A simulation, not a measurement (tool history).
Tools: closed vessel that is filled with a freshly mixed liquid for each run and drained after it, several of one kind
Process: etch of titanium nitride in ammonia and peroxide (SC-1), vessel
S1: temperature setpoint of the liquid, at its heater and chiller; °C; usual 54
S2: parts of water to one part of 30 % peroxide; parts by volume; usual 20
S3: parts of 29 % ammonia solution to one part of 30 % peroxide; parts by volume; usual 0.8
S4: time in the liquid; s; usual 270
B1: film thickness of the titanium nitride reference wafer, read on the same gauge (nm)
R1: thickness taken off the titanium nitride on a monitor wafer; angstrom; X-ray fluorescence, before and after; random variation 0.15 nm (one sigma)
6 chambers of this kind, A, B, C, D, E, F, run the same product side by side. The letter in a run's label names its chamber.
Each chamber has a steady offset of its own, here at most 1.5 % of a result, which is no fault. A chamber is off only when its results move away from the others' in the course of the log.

run 1A day=0.208 | S1=54 S2=20 S3=0.8 S4=270 | B1=110 | R1=159.73
run 2B day=0.488 | S1=54 S2=20 S3=0.8 S4=270 | B1=109.97 | R1=157.73
-- day=0.562 chamber C: ammonia flow meter replaced
run 3C day=0.742 | S1=54 S2=20 S3=0.8 S4=270 | B1=110.02 | R1=161.02
run 4E day=1.067 | S1=54 S2=20 S3=0.8 S4=270 | B1=110.01 | R1=159.49
run 5F day=1.367 | S1=54 S2=20 S3=0.8 S4=270 | B1=109.99 | R1=156.49
run 6D day=1.625 | S1=54 S2=20 S3=0.8 S4=270 | B1=110 | R1=159.68
run 7A day=1.896 | S1=54 S2=20 S3=0.8 S4=270 | B1=110.03 | R1=161.35
run 8D day=2.179 | S1=54 S2=20 S3=0.8 S4=270 | B1=110.01 | R1=157.89
run 9F day=2.412 | S1=54 S2=20 S3=0.8 S4=270 | B1=109.97 | R1=159.72
-- day=2.483 chamber D: thermometer replaced
run 10B day=2.604 | S1=54 S2=20 S3=0.8 S4=270 | B1=109.99 | R1=161.05
run 11E day=2.983 | S1=54 S2=20 S3=0.8 S4=270 | B1=109.99 | R1=158.02
run 12C day=3.317 | S1=54 S2=20 S3=0.8 S4=270 | B1=109.98 | R1=165.4
-- day=3.417 chamber D: new drum of ammonia solution connected
run 13B day=3.546 | S1=54 S2=20 S3=0.8 S4=270 | B1=109.99 | R1=161.87
run 14F day=3.862 | S1=54 S2=20 S3=0.8 S4=340 | B1=110 | R1=198.7
run 15A day=4.054 | S1=54 S2=20 S3=0.8 S4=340 | B1=109.98 | R1=203.54
run 16D day=4.417 | S1=54 S2=20 S3=0.8 S4=340 | B1=110 | R1=201.86
run 17E day=4.596 | S1=54 S2=20 S3=0.8 S4=340 | B1=110.01 | R1=196.69
run 18C day=4.783 | S1=54 S2=20 S3=0.8 S4=340 | B1=110.02 | R1=206.03
run 19A day=5.025 | S1=54 S2=20 S3=0.8 S4=340 | B1=109.98 | R1=200.44
run 20E day=5.367 | S1=54 S2=20 S3=0.8 S4=270 | B1=110.02 | R1=152.61
run 21B day=5.692 | S1=54 S2=20 S3=0.8 S4=270 | B1=109.99 | R1=159.63
run 22D day=5.921 | S1=54 S2=20 S3=0.8 S4=270 | B1=110 | R1=160.16
run 23F day=6.175 | S1=54 S2=20 S3=0.8 S4=270 | B1=110 | R1=157.15
-- day=6.183 chamber B: ammonia flow meter replaced
run 24C day=6.562 | S1=54 S2=20 S3=0.8 S4=270 | B1=110.03 | R1=159.24
run 25E day=6.946 | S1=54 S2=20 S3=0.8 S4=270 | B1=109.97 | R1=152.25
run 26D day=7.25 | S1=54 S2=20 S3=0.8 S4=400 | B1=109.98 | R1=238.24
run 27A day=7.458 | S1=54 S2=20 S3=0.8 S4=400 | B1=110 | R1=235.74
run 28F day=7.725 | S1=54 S2=20 S3=0.8 S4=400 | B1=110.01 | R1=233.66
run 29C day=8.096 | S1=54 S2=20 S3=0.8 S4=400 | B1=110 | R1=239.22
run 30B day=8.271 | S1=54 S2=20 S3=0.8 S4=400 | B1=110.01 | R1=233.35
run 31F day=8.538 | S1=54 S2=20 S3=0.8 S4=400 | B1=110.03 | R1=233.46
-- day=8.721 chamber A: new drum of ammonia solution connected
run 32B day=8.8 | S1=54 S2=20 S3=0.8 S4=270 | B1=110.03 | R1=158.98
run 33E day=9.125 | S1=54 S2=20 S3=0.8 S4=270 | B1=109.99 | R1=148.4
run 34D day=9.304 | S1=54 S2=20 S3=0.8 S4=270 | B1=110.03 | R1=161.42
run 35A day=9.7 | S1=45 S2=20 S3=0.95 S4=270 | B1=110 | R1=88.514
-- day=9.871 chamber E: ammonia flow meter replaced
run 36C day=9.95 | S1=45 S2=20 S3=0.95 S4=270 | B1=110.02 | R1=87.355
run 37F day=10.25 | S1=45 S2=20 S3=0.95 S4=270 | B1=109.99 | R1=88.053
run 38C day=10.438 | S1=45 S2=20 S3=0.95 S4=270 | B1=109.99 | R1=89.686
run 39A day=10.771 | S1=45 S2=20 S3=0.95 S4=270 | B1=109.98 | R1=89.132
run 40D day=11.167 | S1=45 S2=20 S3=0.95 S4=270 | B1=110.02 | R1=88.279
-- day=11.492 chamber E: new drum of ammonia solution connected
run 41E day=11.504 | S1=54 S2=20 S3=0.8 S4=270 | B1=110.01 | R1=150.09

Next, every chamber runs the same settings. What will each give?
run 42A day=11.792 | S1=54 S2=25 S3=0.8 S4=270 | R1=?
run 42B day=11.792 | S1=54 S2=25 S3=0.8 S4=270 | R1=?
run 42C day=11.792 | S1=54 S2=25 S3=0.8 S4=270 | R1=?
run 42D day=11.792 | S1=54 S2=25 S3=0.8 S4=270 | R1=?
run 42E day=11.792 | S1=54 S2=25 S3=0.8 S4=270 | R1=?
run 42F day=11.792 | S1=54 S2=25 S3=0.8 S4=270 | R1=?

run=42A R1=141.31
run=42B R1=139.86
run=42C R1=142.95
run=42D R1=141.92
run=42E R1=128.26
run=42F R1=138.27
